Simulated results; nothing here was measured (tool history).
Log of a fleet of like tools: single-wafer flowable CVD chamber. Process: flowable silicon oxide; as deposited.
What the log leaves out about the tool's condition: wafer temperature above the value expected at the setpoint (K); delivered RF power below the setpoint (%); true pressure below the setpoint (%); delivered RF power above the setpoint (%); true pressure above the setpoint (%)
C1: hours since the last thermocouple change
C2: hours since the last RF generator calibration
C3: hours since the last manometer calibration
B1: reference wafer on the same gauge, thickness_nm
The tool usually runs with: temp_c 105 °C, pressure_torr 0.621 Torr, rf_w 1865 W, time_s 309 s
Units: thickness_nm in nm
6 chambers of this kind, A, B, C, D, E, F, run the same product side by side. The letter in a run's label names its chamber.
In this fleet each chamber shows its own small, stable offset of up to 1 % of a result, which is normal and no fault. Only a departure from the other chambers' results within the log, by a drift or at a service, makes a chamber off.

Run 1C, day 0.229: usual settings; C1 931.3; C2 88.1; C3 700.5; B1 125.02. Result: thickness_nm 111.990 nm.
Run 2A, day 0.554: usual settings; C1 376.3; C2 650.0; C3 599.5; B1 125.11. Result: thickness_nm 110.680 nm.
Run 3E, day 0.779: usual settings; C1 1494.6; C2 605.1; C3 1206.5; B1 124.95. Result: thickness_nm 111.120 nm.
Run 4D, day 0.925: usual settings; C1 2459.5; C2 317.1; C3 1474.8; B1 125.13. Result: thickness_nm 110.720 nm.
Run 5B, day 1.104: usual settings; C1 1996.7; C2 60.3; C3 1006.5; B1 125.00. Result: thickness_nm 111.690 nm.
Run 6F, day 1.254: usual settings; C1 1519.8; C2 944.5; C3 2102.3; B1 124.91. Result: thickness_nm 110.270 nm.
Run 7A, day 1.429: usual settings; C1 397.3; C2 671.0; C3 620.5; B1 124.99. Result: thickness_nm 111.480 nm.
Run 8C, day 1.667: usual settings; C1 965.8; C2 122.6; C3 735.0; B1 125.15. Result: thickness_nm 111.830 nm.
Run 9B, day 1.883: usual settings; C1 2015.4; C2 79.0; C3 1025.2; B1 125.08. Result: thickness_nm 112.140 nm.
Run 10D, day 2.154: usual settings; C1 2489.0; C2 346.6; C3 1504.3; B1 124.97. Result: thickness_nm 111.410 nm.
Run 11E, day 2.433: usual settings but temp_c 114 °C; C1 1534.3; C2 644.8; C3 1246.2; B1 125.03. Result: thickness_nm 83.182 nm.
Run 12F, day 2.579: usual settings but temp_c 114 °C; C1 1551.6; C2 976.3; C3 2134.1; B1 124.99. Result: thickness_nm 82.892 nm.
Run 13D, day 2.779: usual settings but temp_c 114 °C; C1 2504.0; C2 361.6; C3 1519.3; B1 124.91. Result: thickness_nm 83.513 nm.
Run 14F, day 2.967: usual settings but temp_c 114 °C; C1 1560.9; C2 985.6; C3 2143.4; B1 124.94. Result: thickness_nm 83.303 nm.
Run 15B, day 3.175: usual settings but temp_c 114 °C; C1 2046.4; C2 110.0; C3 1056.2; B1 124.88. Result: thickness_nm 83.427 nm.
Run 16A, day 3.417: usual settings but temp_c 114 °C; C1 445.0; C2 718.7; C3 668.2; B1 125.09. Result: thickness_nm 83.581 nm.
Run 17E, day 3.679: usual settings; C1 1564.2; C2 674.7; C3 1276.1; B1 124.86. Result: thickness_nm 110.620 nm.
Run 18C, day 3.888: usual settings; C1 1019.1; C2 175.9; C3 788.3; B1 124.98. Result: thickness_nm 112.260 nm.
At day 4.029: chamber D: thermocouple changed; heater temperature recalibrated.
Run 19B, day 4.088: usual settings; C1 2068.3; C2 131.9; C3 1078.1; B1 124.96. Result: thickness_nm 111.480 nm.
Run 20D, day 4.329: usual settings but rf_w 1605 W; C1 7.2; C2 398.8; C3 1556.5; B1 124.98. Result: thickness_nm 106.220 nm.
Run 21E, day 4.662: usual settings but rf_w 1605 W; C1 1587.8; C2 698.3; C3 1299.7; B1 124.97. Result: thickness_nm 107.030 nm.
Run 22F, day 4.883: usual settings but rf_w 1605 W; C1 1606.9; C2 1031.6; C3 2189.4; B1 124.92. Result: thickness_nm 105.610 nm.
Run 23A, day 5.117: usual settings but rf_w 1605 W; C1 485.8; C2 759.5; C3 709.0; B1 125.08. Result: thickness_nm 105.070 nm.
Run 24C, day 5.367: usual settings but rf_w 1605 W; C1 1054.6; C2 211.4; C3 823.8; B1 124.96. Result: thickness_nm 107.760 nm.
Run 25F, day 5.533: usual settings but rf_w 1605 W; C1 1622.5; C2 1047.2; C3 2205.0; B1 125.11. Result: thickness_nm 107.430 nm.
Run 26D, day 5.842: usual settings; C1 43.5; C2 435.1; C3 1592.8; B1 125.04. Result: thickness_nm 110.560 nm.
Run 27B, day 6.108: usual settings but pressure_torr 0.755 Torr; C1 2116.8; C2 180.4; C3 1126.6; B1 124.99. Result: thickness_nm 144.200 nm.
Run 28E, day 6.338: usual settings but pressure_torr 0.755 Torr; C1 1628.0; C2 738.5; C3 1339.9; B1 125.14. Result: thickness_nm 144.960 nm.
Run 29A, day 6.521: usual settings but pressure_torr 0.755 Torr; C1 519.5; C2 793.2; C3 742.7; B1 124.82. Result: thickness_nm 142.440 nm.
Run 30C, day 6.804: usual settings but pressure_torr 0.755 Torr; C1 1089.1; C2 245.9; C3 858.3; B1 125.05. Result: thickness_nm 145.410 nm.
Run 31C, day 7.025: usual settings but pressure_torr 0.755 Torr; C1 1094.4; C2 251.2; C3 863.6; B1 124.95. Result: thickness_nm 145.670 nm.
Run 32A, day 7.279: usual settings but pressure_torr 0.755 Torr; C1 537.7; C2 811.4; C3 760.9; B1 125.01. Result: thickness_nm 141.780 nm.
Run 33F, day 7.438: usual settings; C1 1668.2; C2 1092.9; C3 2250.7; B1 124.95. Result: thickness_nm 110.560 nm.
Run 34E, day 7.717: usual settings; C1 1661.1; C2 771.6; C3 1373.0; B1 125.09. Result: thickness_nm 111.770 nm.
Run 35B, day 7.912: usual settings; C1 2160.1; C2 223.7; C3 1169.9; B1 125.12. Result: thickness_nm 111.780 nm.
Run 36D, day 8.225: usual settings; C1 100.7; C2 492.3; C3 1650.0; B1 125.02. Result: thickness_nm 110.340 nm.

Is one chamber off against the others, does the gauge drift, or is nothing wrong? If a chamber is off, say which, and what the likeliest cause is.

Little by little, chamber A moves away from the other chambers.
What lies behind it: true pressure below the setpoint (%) = 2.83.
The log may not tell that from: wafer temperature above the value expected at the setpoint (K).

Below are 4 candidate recipes for chamber A's next run, each the usual settings with a change, their results shown as question marks. Which of them brings A's results back in line with what the other chambers give on the usual settings?
In line here means within this much of the mean the other chambers give on the usual settings: thickness_nm 1.600 nm
Run 37A-1, day 8.462: usual settings but temp_c 104 °C, time_s 311 s. Result: thickness_nm ?.
Run 37A-2, day 8.462: usual settings but temp_c 106 °C, pressure_torr 0.611 Torr, rf_w 1860 W, time_s 307 s. Result: thickness_nm ?.
Run 37A-3, day 8.462: usual settings but temp_c 104 °C, pressure_torr 0.632 Torr, time_s 311 s. Result: thickness_nm ?.
Run 37A-4, day 8.462: usual settings but temp_c 106 °C, rf_w 1860 W, time_s 307 s. Result: thickness_nm ?.

The other chambers' mean on the usual settings: thickness_nm 111.210 nm
  run  thickness_nm
37A-1       111.150
37A-2       100.270
37A-3       114.000
37A-4       102.650
Change 37A-1 lands the chamber within the allowed miss of the other chambers.

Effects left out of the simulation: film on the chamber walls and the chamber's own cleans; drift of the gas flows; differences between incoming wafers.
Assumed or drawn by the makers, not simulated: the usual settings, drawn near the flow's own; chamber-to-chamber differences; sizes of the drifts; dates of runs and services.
